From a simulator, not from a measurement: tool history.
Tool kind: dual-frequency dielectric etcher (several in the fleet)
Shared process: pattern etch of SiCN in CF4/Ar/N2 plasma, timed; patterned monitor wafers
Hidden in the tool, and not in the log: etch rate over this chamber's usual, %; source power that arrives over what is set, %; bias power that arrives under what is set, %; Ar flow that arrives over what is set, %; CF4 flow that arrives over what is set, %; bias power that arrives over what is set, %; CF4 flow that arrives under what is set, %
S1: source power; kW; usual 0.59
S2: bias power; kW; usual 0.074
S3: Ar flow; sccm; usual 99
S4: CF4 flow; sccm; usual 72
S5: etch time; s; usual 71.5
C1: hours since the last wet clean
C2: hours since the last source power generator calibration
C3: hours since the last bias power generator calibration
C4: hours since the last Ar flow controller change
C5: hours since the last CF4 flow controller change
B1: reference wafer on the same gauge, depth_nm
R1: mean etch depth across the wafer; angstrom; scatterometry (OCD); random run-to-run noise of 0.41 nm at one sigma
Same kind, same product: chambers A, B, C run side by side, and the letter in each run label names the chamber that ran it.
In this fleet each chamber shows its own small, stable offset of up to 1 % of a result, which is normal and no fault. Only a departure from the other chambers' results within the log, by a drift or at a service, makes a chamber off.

run    day    S1     S2   S3  S4    S5     C1      C2      C3      C4      C5      B1      R1
 1B  0.479  0.59  0.074   99  72  71.5  393.4    1202  2367.7  2090.3   895.2   84.79  788.37
 2A    0.8  0.59  0.074   99  72  71.5  205.8  2694.8  2186.1   314.9  1623.3  85.021  791.94
 3C  1.212  0.59  0.074   99  72  71.5  424.5   629.1  2576.7  1864.1  3103.5  84.779  788.75
     1.233  -- chamber C: wet clean of the chamber
 4C  1.571  0.59  0.074   99  72  71.5    8.2   637.7  2585.3  1872.7  3112.1  84.896  792.12
 5B  1.979  0.59  0.074   99  72  71.5  429.4    1238  2403.7  2126.3   931.2  84.921  789.64
 6A  2.258  0.59  0.074   99  72  71.5  240.8  2729.8  2221.1   349.9  1658.3  84.829  787.94
 7A  2.583  0.59  0.074   99  72  71.5  248.6  2737.6  2228.9   357.7  1666.1  84.846  785.25
     2.792  -- chamber B: wet clean of the chamber
 8C  2.908  0.59  0.074  109  66  71.5   40.3   669.8  2617.4  1904.8  3144.2  84.839  764.52
 9B  3.321  0.59  0.074  109  66  71.5   12.7  1270.2  2435.9  2158.5   963.4  84.845   794.7
10B  3.738  0.59  0.074  109  66  71.5   22.7  1280.2  2445.9  2168.5   973.4   84.88  795.12
11C  4.192  0.59  0.074   99  72  71.5   71.1   700.6  2648.2  1935.6    3175  84.897  796.21
12A  4.679  0.59  0.074   99  72  71.5  298.9  2787.9  2279.2     408  1716.4  84.789  795.82
13B  5.038  0.59  0.074   99  72  71.5   53.9  1311.4  2477.1  2199.7  1004.6  84.927  824.61
14A  5.458  0.59  0.074   99  72  71.5  317.6  2806.6  2297.9   426.7  1735.1  84.857  794.65
15C  5.858  0.74   0.09   99  72  71.5  111.1   740.6  2688.2  1975.6    3215  84.946  1040.8
16A  6.075  0.74   0.09   99  72  71.5  332.4  2821.4  2312.7   441.5  1749.9  84.799  1035.2
17C  6.296  0.74   0.09   99  72  71.5  121.6   751.1  2698.7  1986.1  3225.5  84.878  1045.1
18B  6.671  0.59  0.074   99  72  71.5   93.1  1350.6  2516.3  2238.9  1043.8  84.875  830.01
19C  7.071  0.59  0.074   99  72  71.5  140.2   769.7  2717.3  2004.7  3244.1  85.056  786.54
20B  7.325  0.59  0.074   99  72  71.5  108.8  1366.3    2532  2254.6  1059.5  84.865  830.49
21A  7.675  0.47  0.074   99  72    87  370.8  2859.8  2351.1   479.9  1788.3  84.903   794.5
     7.808  -- chamber A: wet clean of the chamber
     7.917  -- chamber A: bias power generator calibrated
22C  7.933  0.47  0.074   99  72    87  160.9   790.4    2738  2025.4  3264.8   85.05  785.23
23A  8.154  0.47  0.074   99  72    87    8.3  2871.3     5.7   491.4  1799.8  84.991  791.49
24B  8.429  0.59  0.074   99  72  71.5  135.3  1392.8  2558.5  2281.1    1086   84.98  814.02
25C  8.729  0.59  0.074   99  72  71.5    180   809.5  2757.1  2044.5  3283.9  84.936   779.7

All chambers now run identical settings, listed one chamber a line with results as question marks. What results will each chamber show?
26A  9.083  0.59  0.074  99  89  71.5                           ?
26B  9.083  0.59  0.074  99  89  71.5                           ?
26C  9.083  0.59  0.074  99  89  71.5                           ?

run      R1
26A  828.68
26B  855.46
26C   822.4
